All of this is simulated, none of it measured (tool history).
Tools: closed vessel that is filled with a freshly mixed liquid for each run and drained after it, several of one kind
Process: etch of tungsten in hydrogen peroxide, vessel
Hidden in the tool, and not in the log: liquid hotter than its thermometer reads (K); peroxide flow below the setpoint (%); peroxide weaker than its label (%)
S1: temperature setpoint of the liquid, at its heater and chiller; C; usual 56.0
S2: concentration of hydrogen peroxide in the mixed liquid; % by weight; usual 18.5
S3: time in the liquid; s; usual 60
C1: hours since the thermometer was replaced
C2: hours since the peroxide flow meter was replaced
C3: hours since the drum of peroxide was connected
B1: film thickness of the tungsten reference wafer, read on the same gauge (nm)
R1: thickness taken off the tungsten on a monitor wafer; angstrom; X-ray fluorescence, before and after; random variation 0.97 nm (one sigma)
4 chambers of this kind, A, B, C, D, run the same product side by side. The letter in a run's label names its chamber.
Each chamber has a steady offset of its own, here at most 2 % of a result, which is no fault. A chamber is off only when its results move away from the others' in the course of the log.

run,hour,S1,S2,S3,C1,C2,C3,B1,R1
1C,8.3,56.0,18.5,60,957.4,1521.8,387.7,80.014,1322.40
2D,15.1,56.0,18.5,60,2322.6,319.3,117.6,79.997,1327.20
3B,22.4,56.0,18.5,60,962.9,217.3,822.7,80.028,1352.10
4A,29.0,56.0,18.5,60,508.3,1350.5,506.4,79.987,1322.10
5D,36.0,56.0,18.5,60,2343.5,340.2,138.5,80.000,1356.00
6C,41.4,56.0,18.5,60,990.5,1554.9,420.8,80.007,1316.30
7B,46.9,50.0,21.5,60,987.4,241.8,847.2,80.001,1024.20
# hour 48.3: chamber C: peroxide flow meter replaced
8A,50.9,50.0,21.5,60,530.2,1372.4,528.3,79.976,1000.70
9D,57.9,50.0,21.5,60,2365.4,362.1,160.4,80.015,1004.10
10A,65.8,50.0,21.5,60,545.1,1387.3,543.2,79.970,994.60
11B,73.5,56.0,18.5,60,1014.0,268.4,873.8,80.003,1385.80
12C,81.6,56.0,18.5,60,1030.7,33.3,461.0,80.001,1330.70
# hour 84.9: chamber A: new drum of peroxide connected
13C,90.3,56.0,18.5,60,1039.4,42.0,469.7,79.969,1322.60
14A,94.3,56.0,18.5,60,573.6,1415.8,9.5,79.979,1317.80
15B,101.6,61.5,18.5,30,1042.1,296.5,901.9,80.002,957.58
16D,110.1,61.5,18.5,30,2417.6,414.3,212.6,79.968,910.78
17C,116.1,61.5,18.5,30,1065.2,67.8,495.5,79.980,912.28
18D,120.6,61.5,18.5,30,2428.1,424.8,223.1,80.007,918.84
19A,124.6,56.0,18.5,60,603.9,1446.1,39.8,80.036,1325.90
20B,129.9,56.0,18.5,60,1070.4,324.8,930.2,80.027,1417.90
21C,134.7,56.0,18.5,60,1083.8,86.4,514.1,80.026,1316.70
# hour 136.4: chamber A: thermometer replaced
22B,142.3,56.0,18.5,60,1082.8,337.2,942.6,79.989,1426.30
23A,151.0,56.0,18.5,60,14.7,1472.5,66.2,79.995,1313.30
24D,156.0,56.0,18.5,60,2463.5,460.2,258.5,79.982,1346.30
25D,161.9,56.0,18.5,60,2469.4,466.1,264.4,79.999,1328.10
26B,165.9,56.0,18.5,60,1106.4,360.8,966.2,80.032,1429.10
27A,171.0,56.0,18.5,60,34.7,1492.5,86.2,80.019,1321.40
28C,178.2,56.0,18.5,60,1127.3,129.9,557.6,79.996,1326.30
29A,183.2,56.0,18.5,60,46.9,1504.7,98.4,80.035,1315.20
30C,188.6,56.0,18.5,60,1137.7,140.3,568.0,80.002,1322.30
31D,197.5,56.0,18.5,60,2505.0,501.7,300.0,80.002,1339.50

Next, every chamber runs the same settings. What will each give?
32A,204.1,56.0,18.5,85,,,,,?
32B,204.1,56.0,18.5,85,,,,,?
32C,204.1,56.0,18.5,85,,,,,?
32D,204.1,56.0,18.5,85,,,,,?

run,R1
32A,1874.30
32B,2059.30
32C,1877.00
32D,1893.90
